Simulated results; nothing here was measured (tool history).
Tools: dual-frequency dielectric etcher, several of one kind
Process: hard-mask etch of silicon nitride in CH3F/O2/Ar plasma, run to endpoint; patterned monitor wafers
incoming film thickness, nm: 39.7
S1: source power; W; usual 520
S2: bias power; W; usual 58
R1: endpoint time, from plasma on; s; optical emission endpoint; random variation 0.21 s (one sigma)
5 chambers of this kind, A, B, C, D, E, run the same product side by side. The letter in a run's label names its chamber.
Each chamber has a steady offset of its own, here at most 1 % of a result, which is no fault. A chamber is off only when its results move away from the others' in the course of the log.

Run 1C, hour 8.1: usual settings. Result: R1 55.879 s.
Run 2E, hour 18.2: usual settings. Result: R1 55.509 s.
Run 3A, hour 29.4: usual settings. Result: R1 55.740 s.
Run 4D, hour 41.1: usual settings. Result: R1 55.740 s.
At hour 48.2: chamber B: wet clean of the chamber.
Run 5B, hour 50.8: usual settings. Result: R1 56.373 s.
Run 6D, hour 59.6: usual settings. Result: R1 55.909 s.
Run 7B, hour 68.9: usual settings. Result: R1 55.914 s.
Run 8E, hour 80.9: usual settings. Result: R1 55.150 s.
Run 9A, hour 90.7: usual settings. Result: R1 55.460 s.
Run 10C, hour 97.3: usual settings. Result: R1 55.748 s.
Run 11E, hour 108.7: usual settings. Result: R1 55.527 s.
Run 12A, hour 118.9: usual settings but S1 450 W, S2 71 W. Result: R1 54.961 s.
Run 13B, hour 129.1: usual settings but S1 450 W, S2 71 W. Result: R1 55.861 s.
Run 14C, hour 137.7: usual settings but S1 450 W, S2 71 W. Result: R1 54.874 s.
Run 15D, hour 143.2: usual settings but S1 450 W, S2 71 W. Result: R1 55.132 s.
Run 16C, hour 152.2: usual settings but S1 450 W, S2 71 W. Result: R1 55.216 s.
Run 17A, hour 160.3: usual settings but S1 390 W. Result: R1 62.380 s.
Run 18D, hour 171.6: usual settings but S1 390 W. Result: R1 62.397 s.
Run 19E, hour 180.7: usual settings but S1 390 W. Result: R1 61.467 s.
At hour 193.2: chamber E: wet clean of the chamber.
Run 20B, hour 193.2: usual settings but S1 390 W. Result: R1 62.887 s.
Run 21D, hour 202.7: usual settings but S1 390 W. Result: R1 62.204 s.
At hour 209.5: chamber A: wet clean of the chamber.
Run 22C, hour 213.8: usual settings. Result: R1 55.823 s.
Run 23E, hour 221.0: usual settings. Result: R1 55.108 s.
At hour 224.4: chamber C: wet clean of the chamber.
Run 24B, hour 230.1: usual settings but S1 470 W, S2 66 W. Result: R1 56.151 s.
Run 25A, hour 238.6: usual settings but S1 470 W, S2 66 W. Result: R1 55.989 s.
Run 26D, hour 250.5: usual settings but S1 470 W, S2 66 W. Result: R1 55.885 s.
At hour 253.0: chamber D: wet clean of the chamber.
Run 27E, hour 259.4: usual settings but S1 470 W, S2 66 W. Result: R1 55.063 s.
Run 28C, hour 268.9: usual settings but S1 470 W, S2 66 W. Result: R1 55.312 s.
Run 29A, hour 275.5: usual settings. Result: R1 55.963 s.
Run 30B, hour 282.8: usual settings but S1 570 W. Result: R1 54.580 s.
Run 31B, hour 289.1: usual settings but S1 570 W. Result: R1 54.063 s.
Run 32C, hour 299.5: usual settings but S1 570 W. Result: R1 53.749 s.
Run 33A, hour 310.6: usual settings but S1 570 W. Result: R1 53.933 s.
Run 34E, hour 317.7: usual settings but S1 570 W. Result: R1 53.060 s.
Run 35D, hour 325.4: usual settings but S1 420 W. Result: R1 60.578 s.

All 5 chambers run these settings next. Forecast each chamber's results:
Run 36A, hour 334.3: usual settings but S2 53 W. Result: R1 ?.
Run 36B, hour 334.3: usual settings but S2 53 W. Result: R1 ?.
Run 36C, hour 334.3: usual settings but S2 53 W. Result: R1 ?.
Run 36D, hour 334.3: usual settings but S2 53 W. Result: R1 ?.
Run 36E, hour 334.3: usual settings but S2 53 W. Result: R1 ?.

run      R1
36A  57.926
36B  57.660
36C  57.271
36D  57.319
36E  57.190
